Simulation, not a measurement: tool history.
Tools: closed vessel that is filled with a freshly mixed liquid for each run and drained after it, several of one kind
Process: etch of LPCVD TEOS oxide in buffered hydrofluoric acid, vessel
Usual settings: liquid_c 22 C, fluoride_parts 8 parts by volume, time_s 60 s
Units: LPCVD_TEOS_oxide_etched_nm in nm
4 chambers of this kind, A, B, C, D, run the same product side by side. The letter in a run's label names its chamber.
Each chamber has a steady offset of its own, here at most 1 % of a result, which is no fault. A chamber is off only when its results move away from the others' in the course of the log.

run,day,liquid_c,fluoride_parts,time_s,"read-back film thickness of the LPCVD TEOS oxide reference wafer, read on the same gauge (nm)",LPCVD_TEOS_oxide_etched_nm
1A,0.421,22,8,60,89.983,105.830
2B,0.729,22,8,60,90.000,105.000
3D,1.158,22,8,60,89.997,105.290
4C,1.408,22,8,60,90.040,105.480
5C,1.833,22,8,60,90.012,105.130
6A,2.112,18,8,40,89.976,56.190
7B,2.512,18,8,40,89.966,55.338
# day 2.646: chamber A: thermometer replaced
8D,2.846,18,8,40,90.051,56.689
9C,3.183,18,8,40,90.012,55.610
10B,3.488,22,8,60,89.999,104.870
11D,3.938,22,8,60,90.007,105.470
12A,4.288,22,8,60,90.000,104.990
13D,4.650,22,8,60,90.054,106.130
14B,4.988,22,8,60,89.996,104.400
15A,5.333,22,8,60,90.012,105.080
16C,5.717,22,8,60,89.998,104.970
17A,6.083,22,8,60,90.033,105.190
18B,6.454,22,8,60,89.981,103.880
19D,6.738,22,8,60,89.967,105.650
20C,6.992,22,8,60,90.057,105.360
21D,7.438,22,8,60,89.988,106.290
22B,7.804,22,8,60,89.992,104.270
23A,8.038,22,8,60,89.986,105.430
# day 8.262: chamber D: thermometer replaced
24C,8.429,22,11,40,89.991,52.580
25C,8.642,22,11,40,89.963,52.696
26D,9.096,22,11,40,90.021,53.114
27B,9.300,22,11,40,90.040,52.611
28A,9.571,22,9,60,89.995,92.836
29A,10.038,22,9,60,90.033,92.780
30D,10.292,22,9,60,90.021,93.943
31C,10.662,22,9,60,89.990,92.592
32B,10.896,22,8,60,90.008,104.620
33D,11.312,22,8,60,90.009,105.690
34B,11.758,22,8,60,90.005,104.740
35C,12.058,22,8,60,89.995,104.390
36A,12.438,22,8,60,89.963,105.700
37C,12.662,22,8,60,89.997,105.430
38D,12.971,22,8,60,89.973,106.730
39B,13.238,22,8,60,89.987,104.260

What goes on in this fleet: one chamber off, a drifting gauge, or nothing beyond the chambers' own small offsets? Name the chamber and the cause, if any.

No chamber stands off beyond its own small offset, and the gauge holds steady.

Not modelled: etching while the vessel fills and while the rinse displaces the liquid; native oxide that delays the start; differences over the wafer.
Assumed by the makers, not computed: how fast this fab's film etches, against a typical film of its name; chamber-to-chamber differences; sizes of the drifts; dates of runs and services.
